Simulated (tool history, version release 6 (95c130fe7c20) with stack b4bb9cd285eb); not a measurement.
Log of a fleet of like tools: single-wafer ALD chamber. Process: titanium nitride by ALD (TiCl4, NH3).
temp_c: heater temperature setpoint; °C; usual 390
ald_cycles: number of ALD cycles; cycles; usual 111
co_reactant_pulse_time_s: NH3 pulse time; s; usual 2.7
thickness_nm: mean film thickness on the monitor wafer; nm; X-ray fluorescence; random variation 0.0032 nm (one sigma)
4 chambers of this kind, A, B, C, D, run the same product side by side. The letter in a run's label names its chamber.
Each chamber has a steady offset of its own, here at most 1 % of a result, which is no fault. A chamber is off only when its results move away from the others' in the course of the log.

run   hour  temp_c  ald_cycles  co_reactant_pulse_time_s  hours since the last thermocouple change  read-back reference wafer on the same gauge, thickness_nm  thickness_nm
 1A    9.8     390         111                       2.7                                     368.9                                                        2.3        2.4575
 2D   18.2     390         111                       2.7                                     480.5                                                     2.3008        2.4734
 3C   29.4     390         111                       2.7                                     232.6                                                     2.3007        2.4608
 4B   43.1     390         111                       2.7                                     162.4                                                     2.3021        2.4532
 5B   52.4     390         111                       2.7                                     171.7                                                     2.3014        2.4532
 6C     63     390         111                       2.7                                     266.2                                                     2.3018        2.4593
 7A   76.4     390         111                       2.7                                     435.5                                                     2.3011        2.4579
 8D   87.2     390         111                       2.7                                     549.5                                                      2.302        2.4788
 9C   98.6     390         111                       2.7                                     301.8                                                      2.303        2.4643
10A  112.8     390         111                       2.7                                     471.9                                                      2.303        2.4589
11B    121     390         111                       2.7                                     240.3                                                     2.3029        2.4529
12D  135.5     390         111                       2.7                                     597.8                                                     2.3038        2.4781
13A  150.8     390         111                       2.7                                     509.9                                                      2.304        2.4529
14D  160.8     390         111                       2.7                                     623.1                                                     2.3033        2.4815
15C  170.4     390         111                       2.7                                     373.6                                                     2.3042        2.4676
16B  183.3     390         111                       2.7                                     302.6                                                     2.3051        2.4572
17A  194.7     378         111                      1.99                                     553.8                                                     2.3048        2.3973
18D  206.6     378         111                      1.99                                     668.9                                                     2.3046        2.4226
19B  218.7     378         111                      1.99                                       338                                                     2.3051          2.39
20C  228.7     378         111                      1.99                                     431.9                                                     2.3053        2.4034
21C  241.8     390         111                       2.7                                       445                                                     2.3058        2.4651
22D  253.2     390         111                       2.7                                     715.5                                                     2.3059         2.474
23B  263.9     390         111                       2.7                                     383.2                                                     2.3065        2.4512
24A  272.3     390         128                      3.61                                     631.4                                                     2.3071        2.8684
25B  280.9     390         128                      3.61                                     400.2                                                     2.3065        2.8603
26D  290.9     390         128                      3.61                                     753.2                                                     2.3073        2.8934
27A  301.5     390         128                      3.61                                     660.6                                                     2.3076        2.8705
28C  308.8     390         119                       2.7                                       512                                                     2.3085        2.6455
29C  316.6     390         119                       2.7                                     519.8                                                      2.307        2.6434
30D  328.9     390         119                       2.7                                     791.2                                                     2.3076        2.6609
31B  341.9     390         119                       2.7                                     461.2                                                     2.3084        2.6389
32A  357.9     390         111                       2.7                                       717                                                      2.309        2.4655
33C    371     390         111                       2.7                                     574.2                                                     2.3095        2.4715
34D    386     390         111                       2.7                                     848.3                                                     2.3103        2.4869
35B  394.4     390         111                       2.7                                     513.7                                                     2.3095        2.4637
36A    403     390         111                       2.7                                     762.1                                                     2.3102         2.463
37B  412.2     390         111                       2.7                                     531.5                                                       2.31        2.4586
38D  422.6     390         111                       2.7                                     884.9                                                     2.3101        2.4833
39A  433.6     390         111                       2.7                                     792.7                                                     2.3106         2.472
40C  443.2     390         111                       2.7                                     646.4                                                     2.3116        2.4656
41D  455.5     390         111                       2.7                                     917.8                                                     2.3118        2.4855
42A  465.7     390         111                      2.19                                     824.8                                                     2.3114        2.4376
43C  480.7     390         111                      2.19                                     683.9                                                     2.3117        2.4562
44B  490.9     390         111                      2.19                                     610.2                                                     2.3121         2.441

Next, every chamber runs the same settings. What will each give?
45A  502.4     378         111                       2.7                                                                                                                  ?
45B  502.4     378         111                       2.7                                                                                                                  ?
45C  502.4     378         111                       2.7                                                                                                                  ?
45D  502.4     378         111                       2.7                                                                                                                  ?

run  thickness_nm
45A        2.4466
45B        2.4398
45C        2.4527
45D        2.4732

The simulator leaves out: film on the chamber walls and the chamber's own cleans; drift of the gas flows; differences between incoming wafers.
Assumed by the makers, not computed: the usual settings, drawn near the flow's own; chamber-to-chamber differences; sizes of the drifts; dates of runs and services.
